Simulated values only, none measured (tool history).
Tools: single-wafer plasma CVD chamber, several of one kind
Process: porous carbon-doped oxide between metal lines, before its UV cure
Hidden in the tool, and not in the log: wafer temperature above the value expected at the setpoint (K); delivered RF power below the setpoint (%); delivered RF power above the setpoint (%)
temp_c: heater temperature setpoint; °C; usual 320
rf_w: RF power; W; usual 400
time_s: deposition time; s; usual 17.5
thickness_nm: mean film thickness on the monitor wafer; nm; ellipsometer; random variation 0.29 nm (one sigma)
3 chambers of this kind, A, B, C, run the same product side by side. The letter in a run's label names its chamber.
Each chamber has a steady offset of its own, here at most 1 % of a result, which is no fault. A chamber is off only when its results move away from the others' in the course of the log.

| run | hour | temp_c | rf_w | time_s | hours since the last thermocouple change | hours since the last RF generator calibration | read-back reference wafer on the same gauge, thickness_nm | thickness_nm |
|---|---|---|---|---|---|---|---|---|
| 1A | 15.4 | 320 | 400 | 17.5 | 2665.3 | 1588.7 | 72.570 | 73.662 |
| 2C | 26.0 | 320 | 400 | 17.5 | 763.5 | 1397.4 | 72.520 | 73.531 |
| 3B | 35.0 | 320 | 400 | 17.5 | 998.4 | 1186.0 | 72.492 | 72.608 |
| 4B | 48.6 | 320 | 400 | 17.5 | 1012.0 | 1199.6 | 72.477 | 72.756 |
| 5A | 56.5 | 320 | 470 | 16.1 | 2706.4 | 1629.8 | 72.576 | 76.864 |
| 6C | 66.5 | 320 | 470 | 16.1 | 804.0 | 1437.9 | 72.545 | 76.834 |
| 7B | 81.2 | 320 | 470 | 16.1 | 1044.6 | 1232.2 | 72.445 | 75.999 |
| 8C | 91.4 | 320 | 400 | 17.5 | 828.9 | 1462.8 | 72.516 | 73.823 |
| 9A | 103.9 | 320 | 400 | 17.5 | 2753.8 | 1677.2 | 72.521 | 73.624 |
|  | 118.1 | chamber C: RF generator calibrated |
| 10B | 119.2 | 320 | 400 | 17.5 | 1082.6 | 1270.2 | 72.505 | 72.691 |
| 11C | 128.8 | 320 | 400 | 17.5 | 866.3 | 10.8 | 72.503 | 74.032 |
| 12A | 140.9 | 320 | 400 | 17.5 | 2790.8 | 1714.2 | 72.467 | 73.937 |
| 13C | 154.1 | 320 | 400 | 17.5 | 891.6 | 36.1 | 72.428 | 73.425 |
|  | 165.7 | chamber A: thermocouple changed; heater temperature recalibrated |
| 14A | 169.1 | 320 | 400 | 17.5 | 3.4 | 1742.4 | 72.560 | 72.992 |
| 15B | 183.0 | 320 | 400 | 17.5 | 1146.4 | 1334.0 | 72.462 | 72.817 |
| 16C | 195.0 | 320 | 400 | 17.5 | 932.5 | 77.0 | 72.557 | 74.112 |
| 17B | 207.1 | 314 | 400 | 17.5 | 1170.5 | 1358.1 | 72.464 | 75.320 |
| 18A | 216.9 | 314 | 400 | 17.5 | 51.2 | 1790.2 | 72.524 | 75.398 |
| 19C | 227.2 | 314 | 400 | 17.5 | 964.7 | 109.2 | 72.541 | 75.854 |
| 20B | 235.3 | 320 | 400 | 17.5 | 1198.7 | 1386.3 | 72.435 | 72.522 |
| 21A | 248.7 | 320 | 400 | 17.5 | 83.0 | 1822.0 | 72.486 | 73.193 |
| 22B | 256.7 | 320 | 400 | 17.5 | 1220.1 | 1407.7 | 72.545 | 72.851 |
| 23C | 267.7 | 309 | 370 | 17.5 | 1005.2 | 149.7 | 72.529 | 73.661 |
| 24A | 275.9 | 309 | 370 | 17.5 | 110.2 | 1849.2 | 72.441 | 71.946 |
| 25C | 287.7 | 309 | 370 | 17.5 | 1025.2 | 169.7 | 72.455 | 73.424 |
| 26A | 299.3 | 320 | 400 | 17.5 | 133.6 | 1872.6 | 72.552 | 72.932 |
| 27B | 308.7 | 320 | 400 | 17.5 | 1272.1 | 1459.7 | 72.464 | 72.200 |
| 28A | 321.8 | 320 | 400 | 17.5 | 156.1 | 1895.1 | 72.477 | 72.203 |
| 29C | 336.9 | 320 | 400 | 17.5 | 1074.4 | 218.9 | 72.506 | 73.521 |
| 30B | 350.9 | 320 | 400 | 17.5 | 1314.3 | 1501.9 | 72.507 | 72.623 |
| 31A | 357.8 | 334 | 400 | 17.5 | 192.1 | 1931.1 | 72.478 | 66.986 |
| 32B | 367.1 | 334 | 400 | 17.5 | 1330.5 | 1518.1 | 72.445 | 68.149 |
| 33C | 374.2 | 334 | 400 | 17.5 | 1111.7 | 256.2 | 72.486 | 68.504 |
| 34C | 384.0 | 320 | 400 | 18.9 | 1121.5 | 266.0 | 72.527 | 79.598 |
| 35A | 396.3 | 320 | 400 | 18.9 | 230.6 | 1969.6 | 72.465 | 76.167 |
| 36B | 404.7 | 320 | 400 | 18.9 | 1368.1 | 1555.7 | 72.499 | 77.838 |
| 37B | 417.0 | 320 | 400 | 17.5 | 1380.4 | 1568.0 | 72.423 | 72.272 |
| 38A | 426.6 | 320 | 400 | 17.5 | 260.9 | 1999.9 | 72.450 | 71.022 |
| 39C | 441.5 | 320 | 400 | 17.5 | 1179.0 | 323.5 | 72.523 | 73.823 |
| 40A | 452.3 | 320 | 400 | 17.5 | 286.6 | 2025.6 | 72.520 | 70.982 |

All 3 chambers run these settings next. Forecast each chamber's results:
| 41A | 463.6 | 320 | 400 | 17.5 |  |  |  | ? |
| 41B | 463.6 | 320 | 400 | 17.5 |  |  |  | ? |
| 41C | 463.6 | 320 | 400 | 17.5 |  |  |  | ? |

| run | thickness_nm |
|---|---|
| 41A | 69.890 |
| 41B | 72.426 |
| 41C | 73.592 |
